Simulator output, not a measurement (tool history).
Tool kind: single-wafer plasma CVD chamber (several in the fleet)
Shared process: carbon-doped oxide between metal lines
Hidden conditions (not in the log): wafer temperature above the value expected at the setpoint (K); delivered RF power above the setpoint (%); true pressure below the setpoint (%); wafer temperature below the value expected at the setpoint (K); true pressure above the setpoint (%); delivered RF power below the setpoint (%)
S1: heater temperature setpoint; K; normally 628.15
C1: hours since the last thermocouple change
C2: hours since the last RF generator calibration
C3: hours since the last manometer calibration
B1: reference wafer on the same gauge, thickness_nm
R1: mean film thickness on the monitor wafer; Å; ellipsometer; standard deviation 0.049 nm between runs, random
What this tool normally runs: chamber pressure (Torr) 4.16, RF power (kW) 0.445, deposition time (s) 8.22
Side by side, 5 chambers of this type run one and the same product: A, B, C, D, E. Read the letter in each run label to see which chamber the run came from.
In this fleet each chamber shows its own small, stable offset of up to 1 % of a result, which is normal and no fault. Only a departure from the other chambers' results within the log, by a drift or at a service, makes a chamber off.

Run 1D, day 0.271: usual settings; C1 1254.1; C2 1106; C3 1235.3; B1 44.383. Result: R1 383.87 Å.
Run 2C, day 0.662: usual settings; C1 310.1; C2 1158.4; C3 79.8; B1 44.397. Result: R1 382.16 Å.
Run 3E, day 1.125: usual settings; C1 1872.7; C2 707.2; C3 552.1; B1 44.414. Result: R1 380.28 Å.
Run 4B, day 1.512: usual settings; C1 978.3; C2 1796; C3 280.4; B1 44.425. Result: R1 382.41 Å.
Run 5A, day 2.058: usual settings; C1 272.1; C2 1221.8; C3 1907.2; B1 44.445. Result: R1 382.1 Å.
At day 2.288: chamber B: thermocouple changed; heater temperature recalibrated.
Run 6E, day 2.35: usual settings; C1 1902.1; C2 736.6; C3 581.5; B1 44.433. Result: R1 380.65 Å.
At day 2.808: chamber C: RF generator calibrated.
Run 7D, day 2.908: usual settings; C1 1317.4; C2 1169.3; C3 1298.6; B1 44.446. Result: R1 384.03 Å.
Run 8A, day 3.192: usual settings; C1 299.3; C2 1249; C3 1934.4; B1 44.445. Result: R1 382.3 Å.
Run 9B, day 3.6: usual settings; C1 31.5; C2 1846.1; C3 330.5; B1 44.447. Result: R1 382.04 Å.
Run 10C, day 4.133: usual settings; C1 393.4; C2 31.8; C3 163.1; B1 44.46. Result: R1 382.39 Å.
Run 11A, day 4.479: usual settings; C1 330.2; C2 1279.9; C3 1965.3; B1 44.467. Result: R1 383.33 Å.
Run 12E, day 5.058: usual settings; C1 1967.1; C2 801.6; C3 646.5; B1 44.466. Result: R1 380.42 Å.
Run 13B, day 5.333: usual settings; C1 73.1; C2 1887.7; C3 372.1; B1 44.47. Result: R1 382.93 Å.
Run 14D, day 5.729: usual settings but S1 614.15 K; C1 1385.1; C2 1237; C3 1366.3; B1 44.457. Result: R1 400.74 Å.
Run 15C, day 6.017: usual settings but S1 614.15 K; C1 438.6; C2 77; C3 208.3; B1 44.472. Result: R1 397.34 Å.
Run 16A, day 6.571: usual settings but S1 614.15 K; C1 380.4; C2 1330.1; C3 2015.5; B1 44.487. Result: R1 398.62 Å.
At day 6.817: chamber B: RF generator calibrated.
Run 17E, day 6.979: usual settings but S1 614.15 K; C1 2013.2; C2 847.7; C3 692.6; B1 44.498. Result: R1 397.03 Å.
Run 18C, day 7.421: usual settings but S1 614.15 K; C1 472.3; C2 110.7; C3 242; B1 44.495. Result: R1 397.79 Å.
Run 19D, day 8: usual settings; C1 1439.6; C2 1291.5; C3 1420.8; B1 44.517. Result: R1 385.13 Å.
Run 20B, day 8.3: usual settings; C1 144.3; C2 35.6; C3 443.3; B1 44.517. Result: R1 383.65 Å.
Run 21C, day 8.862: usual settings but deposition time (s) 7.16; C1 506.9; C2 145.3; C3 276.6; B1 44.526. Result: R1 333.9 Å.
Run 22E, day 9.138: usual settings but deposition time (s) 7.16; C1 2065; C2 899.5; C3 744.4; B1 44.505. Result: R1 332.66 Å.
Run 23A, day 9.512: usual settings but deposition time (s) 7.16; C1 451; C2 1400.7; C3 2086.1; B1 44.536. Result: R1 334.58 Å.
Run 24D, day 9.979: usual settings but deposition time (s) 7.16; C1 1487.1; C2 1339; C3 1468.3; B1 44.525. Result: R1 336.1 Å.
At day 10.362: chamber E: RF generator calibrated.
Run 25B, day 10.433: usual settings but deposition time (s) 7.16; C1 195.5; C2 86.8; C3 494.5; B1 44.552. Result: R1 333.83 Å.
Run 26E, day 11.017: usual settings; C1 2110.1; C2 15.7; C3 789.5; B1 44.549. Result: R1 381.12 Å.
At day 11.162: chamber D: thermocouple changed; heater temperature recalibrated.
Run 27A, day 11.296: usual settings; C1 493.8; C2 1443.5; C3 2128.9; B1 44.564. Result: R1 383.75 Å.
Run 28B, day 11.696: usual settings; C1 225.8; C2 117.1; C3 524.8; B1 44.569. Result: R1 382.92 Å.
Run 29C, day 12.025: usual settings; C1 582.8; C2 221.2; C3 352.5; B1 44.569. Result: R1 382.92 Å.
Run 30D, day 12.575: usual settings; C1 33.9; C2 1401.3; C3 1530.6; B1 44.561. Result: R1 385.99 Å.
Run 31C, day 12.879: usual settings; C1 603.3; C2 241.7; C3 373; B1 44.578. Result: R1 382.19 Å.
Run 32E, day 13.392: usual settings; C1 2167.1; C2 72.7; C3 846.5; B1 44.594. Result: R1 381.61 Å.
Run 33B, day 13.971: usual settings; C1 280.4; C2 171.7; C3 579.4; B1 44.576. Result: R1 383.74 Å.
At day 14.162: chamber A: RF generator calibrated.
Run 34D, day 14.5: usual settings; C1 80.1; C2 1447.5; C3 1576.8; B1 44.599. Result: R1 386.08 Å.
Run 35A, day 15: usual settings; C1 582.7; C2 20.1; C3 2217.8; B1 44.61. Result: R1 383.96 Å.
Run 36D, day 15.262: usual settings; C1 98.4; C2 1465.8; C3 1595.1; B1 44.609. Result: R1 386.28 Å.
Run 37E, day 15.825: usual settings; C1 2225.5; C2 131.1; C3 904.9; B1 44.617. Result: R1 381.79 Å.
Run 38C, day 16.096: usual settings; C1 680.5; C2 318.9; C3 450.2; B1 44.621. Result: R1 382.12 Å.
Run 39B, day 16.45: usual settings but S1 639.15 K, RF power (kW) 0.495; C1 339.9; C2 231.2; C3 638.9; B1 44.615. Result: R1 400.8 Å.
Run 40A, day 16.875: usual settings but S1 639.15 K, RF power (kW) 0.495; C1 627.7; C2 65.1; C3 2262.8; B1 44.614. Result: R1 400.83 Å.

Next, every chamber runs the same settings. What will each give?
Run 41A, day 17.292: usual settings but S1 633.15 K. Result: R1 ?.
Run 41B, day 17.292: usual settings but S1 633.15 K. Result: R1 ?.
Run 41C, day 17.292: usual settings but S1 633.15 K. Result: R1 ?.
Run 41D, day 17.292: usual settings but S1 633.15 K. Result: R1 ?.
Run 41E, day 17.292: usual settings but S1 633.15 K. Result: R1 ?.

run      R1
41A  379.11
41B  378.31
41C  378.58
41D  380.85
41E  377.03
